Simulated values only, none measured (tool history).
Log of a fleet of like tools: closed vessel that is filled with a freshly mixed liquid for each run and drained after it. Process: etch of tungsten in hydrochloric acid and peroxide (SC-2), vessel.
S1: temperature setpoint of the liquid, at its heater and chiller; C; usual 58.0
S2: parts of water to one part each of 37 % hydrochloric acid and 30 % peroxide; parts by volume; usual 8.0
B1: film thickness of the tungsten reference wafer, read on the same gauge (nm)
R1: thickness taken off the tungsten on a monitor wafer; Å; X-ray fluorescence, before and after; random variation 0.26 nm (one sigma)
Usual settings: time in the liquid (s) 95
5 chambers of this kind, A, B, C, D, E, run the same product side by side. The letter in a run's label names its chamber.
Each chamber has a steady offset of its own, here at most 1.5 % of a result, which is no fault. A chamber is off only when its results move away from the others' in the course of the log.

Run 1A, hour 5.5: usual settings; B1 110.04. Result: R1 402.03 Å.
Run 2D, hour 12.5: usual settings; B1 110.01. Result: R1 404.04 Å.
Run 3E, hour 19.3: usual settings; B1 109.96. Result: R1 399.76 Å.
Run 4B, hour 25.3: usual settings; B1 110.01. Result: R1 400.67 Å.
At hour 32.3: chamber D: new drum of peroxide connected.
Run 5C, hour 32.5: usual settings; B1 110.02. Result: R1 391.45 Å.
Run 6E, hour 38.0: usual settings; B1 110.00. Result: R1 400.39 Å.
At hour 39.6: chamber A: chemicals flow meter replaced.
Run 7A, hour 47.5: usual settings; B1 110.00. Result: R1 403.61 Å.
Run 8B, hour 52.4: usual settings; B1 110.00. Result: R1 402.83 Å.
Run 9C, hour 61.4: usual settings; B1 109.99. Result: R1 395.11 Å.
Run 10D, hour 70.7: usual settings; B1 110.04. Result: R1 409.29 Å.
Run 11A, hour 77.6: usual settings; B1 110.01. Result: R1 403.67 Å.
Run 12C, hour 86.2: usual settings; B1 110.04. Result: R1 394.08 Å.
Run 13B, hour 90.9: usual settings; B1 110.00. Result: R1 402.00 Å.
Run 14E, hour 96.8: usual settings; B1 110.05. Result: R1 396.59 Å.
Run 15D, hour 101.8: usual settings; B1 110.00. Result: R1 407.63 Å.
Run 16B, hour 108.7: usual settings; B1 109.97. Result: R1 398.53 Å.
Run 17C, hour 113.3: usual settings; B1 110.03. Result: R1 395.74 Å.
Run 18D, hour 120.9: usual settings; B1 110.01. Result: R1 404.66 Å.
Run 19E, hour 129.3: usual settings but S2 10.5 parts by volume; B1 109.98. Result: R1 321.64 Å.
Run 20A, hour 137.6: usual settings but S2 10.5 parts by volume; B1 110.05. Result: R1 318.78 Å.
Run 21E, hour 145.6: usual settings but S2 10.5 parts by volume; B1 109.98. Result: R1 319.63 Å.
Run 22D, hour 150.2: usual settings but S2 10.5 parts by volume; B1 110.03. Result: R1 325.77 Å.
Run 23A, hour 155.0: usual settings but S2 10.5 parts by volume; B1 109.98. Result: R1 317.62 Å.
Run 24B, hour 163.0: usual settings; B1 110.03. Result: R1 401.39 Å.
Run 25C, hour 167.5: usual settings; B1 110.00. Result: R1 392.36 Å.
At hour 170.1: chamber C: thermometer replaced.
Run 26E, hour 172.1: usual settings; B1 109.99. Result: R1 397.20 Å.
Run 27A, hour 178.7: usual settings; B1 110.04. Result: R1 398.89 Å.
Run 28B, hour 185.6: usual settings but S2 10.0 parts by volume, time in the liquid (s) 135; B1 110.00. Result: R1 475.77 Å.
Run 29D, hour 191.5: usual settings but S2 10.0 parts by volume, time in the liquid (s) 135; B1 110.04. Result: R1 481.17 Å.
Run 30C, hour 196.4: usual settings but S2 10.0 parts by volume, time in the liquid (s) 135; B1 110.02. Result: R1 462.92 Å.
Run 31E, hour 200.8: usual settings but S2 10.0 parts by volume, time in the liquid (s) 135; B1 110.00. Result: R1 472.11 Å.
Run 32B, hour 206.3: usual settings but S2 10.0 parts by volume, time in the liquid (s) 135; B1 110.01. Result: R1 475.72 Å.
Run 33C, hour 213.6: usual settings; B1 110.01. Result: R1 398.21 Å.
Run 34D, hour 218.3: usual settings; B1 110.01. Result: R1 400.62 Å.
Run 35A, hour 224.8: usual settings but S1 61.5 C; B1 109.97. Result: R1 498.06 Å.
Run 36E, hour 232.9: usual settings but S1 61.5 C; B1 110.00. Result: R1 499.99 Å.
Run 37D, hour 237.9: usual settings but S1 61.5 C; B1 109.99. Result: R1 506.18 Å.
Run 38B, hour 245.1: usual settings but S1 61.5 C; B1 110.04. Result: R1 497.74 Å.
Run 39C, hour 251.4: usual settings but S1 61.5 C; B1 109.97. Result: R1 492.13 Å.
Run 40A, hour 259.3: usual settings but time in the liquid (s) 145; B1 110.00. Result: R1 608.53 Å.
Run 41A, hour 267.5: usual settings but time in the liquid (s) 145; B1 110.00. Result: R1 616.28 Å.
Run 42D, hour 274.3: usual settings but time in the liquid (s) 145; B1 110.03. Result: R1 618.55 Å.
Run 43C, hour 278.6: usual settings but time in the liquid (s) 145; B1 110.00. Result: R1 597.54 Å.
Run 44E, hour 287.2: usual settings but time in the liquid (s) 145; B1 110.01. Result: R1 608.66 Å.

What goes on in this fleet: one chamber off, a drifting gauge, or nothing beyond the chambers' own small offsets? Name the chamber and the cause, if any.

No chamber stands off beyond its own small offset, and the gauge holds steady.
